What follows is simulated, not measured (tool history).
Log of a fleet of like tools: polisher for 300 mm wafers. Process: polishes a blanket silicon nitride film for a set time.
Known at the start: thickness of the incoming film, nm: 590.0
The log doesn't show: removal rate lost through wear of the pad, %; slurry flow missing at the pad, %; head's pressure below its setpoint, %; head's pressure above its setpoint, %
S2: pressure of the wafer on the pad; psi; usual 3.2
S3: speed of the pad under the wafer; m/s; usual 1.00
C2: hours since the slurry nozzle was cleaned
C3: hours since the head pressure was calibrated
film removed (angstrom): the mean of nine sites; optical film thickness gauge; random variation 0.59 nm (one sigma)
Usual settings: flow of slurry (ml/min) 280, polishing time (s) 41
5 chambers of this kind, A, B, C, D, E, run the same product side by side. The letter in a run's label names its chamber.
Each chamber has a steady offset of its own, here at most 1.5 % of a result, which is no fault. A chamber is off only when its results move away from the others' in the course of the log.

{"run": "1D", "hour": 4.1, "flow of slurry (ml/min)": 280, "S2": 3.2, "S3": 1.0, "polishing time (s)": 41, "wafers polished on this pad": 713, "C2": 160.1, "C3": 246.3, "film removed (angstrom)": 525.08}
{"run": "2A", "hour": 8.3, "flow of slurry (ml/min)": 280, "S2": 3.2, "S3": 1.0, "polishing time (s)": 41, "wafers polished on this pad": 563, "C2": 141.9, "C3": 276.7, "film removed (angstrom)": 538.19}
{"run": "3E", "hour": 10.8, "flow of slurry (ml/min)": 280, "S2": 3.2, "S3": 1.0, "polishing time (s)": 41, "wafers polished on this pad": 138, "C2": 143.3, "C3": 113.2, "film removed (angstrom)": 522.18}
{"run": "4C", "hour": 13.7, "flow of slurry (ml/min)": 280, "S2": 3.2, "S3": 1.0, "polishing time (s)": 41, "wafers polished on this pad": 526, "C2": 794.9, "C3": 928.8, "film removed (angstrom)": 539.33}
{"run": "5B", "hour": 18.5, "flow of slurry (ml/min)": 280, "S2": 3.2, "S3": 1.0, "polishing time (s)": 41, "wafers polished on this pad": 442, "C2": 124.7, "C3": 540.4, "film removed (angstrom)": 532.76}
{"run": "6E", "hour": 23.9, "flow of slurry (ml/min)": 280, "S2": 3.2, "S3": 1.0, "polishing time (s)": 41, "wafers polished on this pad": 224, "C2": 156.4, "C3": 126.3, "film removed (angstrom)": 526.45}
{"run": "7A", "hour": 28.6, "flow of slurry (ml/min)": 205, "S2": 3.2, "S3": 0.72, "polishing time (s)": 41, "wafers polished on this pad": 696, "C2": 162.2, "C3": 297.0, "film removed (angstrom)": 400.51}
{"run": "8B", "hour": 32.1, "flow of slurry (ml/min)": 205, "S2": 3.2, "S3": 0.72, "polishing time (s)": 41, "wafers polished on this pad": 531, "C2": 138.3, "C3": 554.0, "film removed (angstrom)": 391.27}
{"run": "9C", "hour": 35.4, "flow of slurry (ml/min)": 205, "S2": 3.2, "S3": 0.72, "polishing time (s)": 41, "wafers polished on this pad": 668, "C2": 816.6, "C3": 950.5, "film removed (angstrom)": 397.29}
{"run": "10D", "hour": 39.5, "flow of slurry (ml/min)": 205, "S2": 3.2, "S3": 0.72, "polishing time (s)": 41, "wafers polished on this pad": 944, "C2": 195.5, "C3": 281.7, "film removed (angstrom)": 393.14}
{"run": "11C", "hour": 44.6, "flow of slurry (ml/min)": 205, "S2": 3.2, "S3": 0.72, "polishing time (s)": 41, "wafers polished on this pad": 728, "C2": 825.8, "C3": 959.7, "film removed (angstrom)": 393.97}
{"hour": 46.0, "done": "chamber C: slurry nozzle cleaned"}
{"run": "12E", "hour": 49.4, "flow of slurry (ml/min)": 280, "S2": 3.2, "S3": 1.0, "polishing time (s)": 41, "wafers polished on this pad": 390, "C2": 181.9, "C3": 151.8, "film removed (angstrom)": 521.77}
{"run": "13A", "hour": 54.0, "flow of slurry (ml/min)": 280, "S2": 3.2, "S3": 1.0, "polishing time (s)": 41, "wafers polished on this pad": 862, "C2": 187.6, "C3": 322.4, "film removed (angstrom)": 529.67}
{"run": "14B", "hour": 57.6, "flow of slurry (ml/min)": 280, "S2": 3.2, "S3": 1.0, "polishing time (s)": 41, "wafers polished on this pad": 698, "C2": 163.8, "C3": 579.5, "film removed (angstrom)": 546.42}
{"hour": 60.7, "done": "chamber E: worn pad replaced by a new one"}
{"hour": 61.0, "done": "chamber B: worn pad replaced by a new one"}
{"run": "15D", "hour": 62.6, "flow of slurry (ml/min)": 280, "S2": 3.2, "S3": 1.0, "polishing time (s)": 41, "wafers polished on this pad": 1095, "C2": 218.6, "C3": 304.8, "film removed (angstrom)": 532.23}
{"run": "16B", "hour": 66.1, "flow of slurry (ml/min)": 235, "S2": 3.2, "S3": 1.18, "polishing time (s)": 41, "wafers polished on this pad": 33, "C2": 172.3, "C3": 588.0, "film removed (angstrom)": 607.36}
{"hour": 68.0, "done": "chamber D: worn pad replaced by a new one"}
{"run": "17A", "hour": 69.1, "flow of slurry (ml/min)": 235, "S2": 3.2, "S3": 1.18, "polishing time (s)": 41, "wafers polished on this pad": 960, "C2": 202.7, "C3": 337.5, "film removed (angstrom)": 606.67}
{"run": "18D", "hour": 73.0, "flow of slurry (ml/min)": 235, "S2": 3.2, "S3": 1.18, "polishing time (s)": 41, "wafers polished on this pad": 33, "C2": 229.0, "C3": 315.2, "film removed (angstrom)": 603.14}
{"hour": 74.1, "done": "chamber D: slurry nozzle cleaned"}
{"run": "19E", "hour": 77.8, "flow of slurry (ml/min)": 235, "S2": 3.2, "S3": 1.18, "polishing time (s)": 41, "wafers polished on this pad": 111, "C2": 210.3, "C3": 180.2, "film removed (angstrom)": 595.3}
{"hour": 78.0, "done": "chamber A: worn pad replaced by a new one"}
{"run": "20C", "hour": 81.0, "flow of slurry (ml/min)": 235, "S2": 3.2, "S3": 1.18, "polishing time (s)": 41, "wafers polished on this pad": 966, "C2": 35.0, "C3": 996.1, "film removed (angstrom)": 611.9}
{"run": "21B", "hour": 84.0, "flow of slurry (ml/min)": 280, "S2": 3.2, "S3": 1.0, "polishing time (s)": 41, "wafers polished on this pad": 150, "C2": 190.2, "C3": 605.9, "film removed (angstrom)": 536.8}
{"hour": 85.3, "done": "chamber A: head pressure recalibrated"}
{"hour": 87.6, "done": "chamber C: worn pad replaced by a new one"}
{"run": "22D", "hour": 89.3, "flow of slurry (ml/min)": 280, "S2": 3.2, "S3": 1.0, "polishing time (s)": 41, "wafers polished on this pad": 139, "C2": 15.2, "C3": 331.5, "film removed (angstrom)": 541.43}
{"run": "23A", "hour": 94.6, "flow of slurry (ml/min)": 280, "S2": 3.2, "S3": 1.0, "polishing time (s)": 41, "wafers polished on this pad": 108, "C2": 228.2, "C3": 9.4, "film removed (angstrom)": 466.11}
{"run": "24C", "hour": 98.7, "flow of slurry (ml/min)": 280, "S2": 3.2, "S3": 1.0, "polishing time (s)": 41, "wafers polished on this pad": 72, "C2": 52.7, "C3": 1013.8, "film removed (angstrom)": 555.8}
{"run": "25E", "hour": 101.2, "flow of slurry (ml/min)": 280, "S2": 3.2, "S3": 1.0, "polishing time (s)": 41, "wafers polished on this pad": 264, "C2": 233.7, "C3": 203.6, "film removed (angstrom)": 525.08}
{"run": "26A", "hour": 105.9, "flow of slurry (ml/min)": 280, "S2": 3.2, "S3": 1.2, "polishing time (s)": 48, "wafers polished on this pad": 182, "C2": 239.5, "C3": 20.7, "film removed (angstrom)": 625.49}
{"run": "27D", "hour": 109.5, "flow of slurry (ml/min)": 280, "S2": 3.2, "S3": 1.2, "polishing time (s)": 48, "wafers polished on this pad": 271, "C2": 35.4, "C3": 351.7, "film removed (angstrom)": 718.56}
{"run": "28C", "hour": 113.0, "flow of slurry (ml/min)": 280, "S2": 3.2, "S3": 1.2, "polishing time (s)": 48, "wafers polished on this pad": 166, "C2": 67.0, "C3": 1028.1, "film removed (angstrom)": 736.98}
{"run": "29B", "hour": 116.6, "flow of slurry (ml/min)": 280, "S2": 3.2, "S3": 1.2, "polishing time (s)": 48, "wafers polished on this pad": 363, "C2": 222.8, "C3": 638.5, "film removed (angstrom)": 742.07}
{"run": "30E", "hour": 119.9, "flow of slurry (ml/min)": 280, "S2": 3.2, "S3": 1.2, "polishing time (s)": 48, "wafers polished on this pad": 386, "C2": 252.4, "C3": 222.3, "film removed (angstrom)": 707.04}
{"run": "31A", "hour": 123.1, "flow of slurry (ml/min)": 280, "S2": 3.2, "S3": 1.0, "polishing time (s)": 41, "wafers polished on this pad": 294, "C2": 256.7, "C3": 37.9, "film removed (angstrom)": 477.76}
{"run": "32C", "hour": 128.5, "flow of slurry (ml/min)": 280, "S2": 3.2, "S3": 1.0, "polishing time (s)": 41, "wafers polished on this pad": 267, "C2": 82.5, "C3": 1043.6, "film removed (angstrom)": 538.72}
{"run": "33B", "hour": 131.5, "flow of slurry (ml/min)": 280, "S2": 3.2, "S3": 1.0, "polishing time (s)": 41, "wafers polished on this pad": 460, "C2": 237.7, "C3": 653.4, "film removed (angstrom)": 546.36}
{"run": "34E", "hour": 134.9, "flow of slurry (ml/min)": 280, "S2": 3.2, "S3": 1.0, "polishing time (s)": 41, "wafers polished on this pad": 484, "C2": 267.4, "C3": 237.3, "film removed (angstrom)": 522.68}
{"run": "35D", "hour": 140.2, "flow of slurry (ml/min)": 280, "S2": 3.2, "S3": 1.0, "polishing time (s)": 41, "wafers polished on this pad": 471, "C2": 66.1, "C3": 382.4, "film removed (angstrom)": 535.79}

Next, every chamber runs the same settings. What will each give?
{"run": "36A", "hour": 144.3, "flow of slurry (ml/min)": 280, "S2": 3.2, "S3": 0.8, "polishing time (s)": 41, "film removed (angstrom)": "?"}
{"run": "36B", "hour": 144.3, "flow of slurry (ml/min)": 280, "S2": 3.2, "S3": 0.8, "polishing time (s)": 41, "film removed (angstrom)": "?"}
{"run": "36C", "hour": 144.3, "flow of slurry (ml/min)": 280, "S2": 3.2, "S3": 0.8, "polishing time (s)": 41, "film removed (angstrom)": "?"}
{"run": "36D", "hour": 144.3, "flow of slurry (ml/min)": 280, "S2": 3.2, "S3": 0.8, "polishing time (s)": 41, "film removed (angstrom)": "?"}
{"run": "36E", "hour": 144.3, "flow of slurry (ml/min)": 280, "S2": 3.2, "S3": 0.8, "polishing time (s)": 41, "film removed (angstrom)": "?"}

run=36A film_removed_(angstrom)=394.75
run=36B film_removed_(angstrom)=450.52
run=36C film_removed_(angstrom)=452.36
run=36D film_removed_(angstrom)=452.46
run=36E film_removed_(angstrom)=439.28
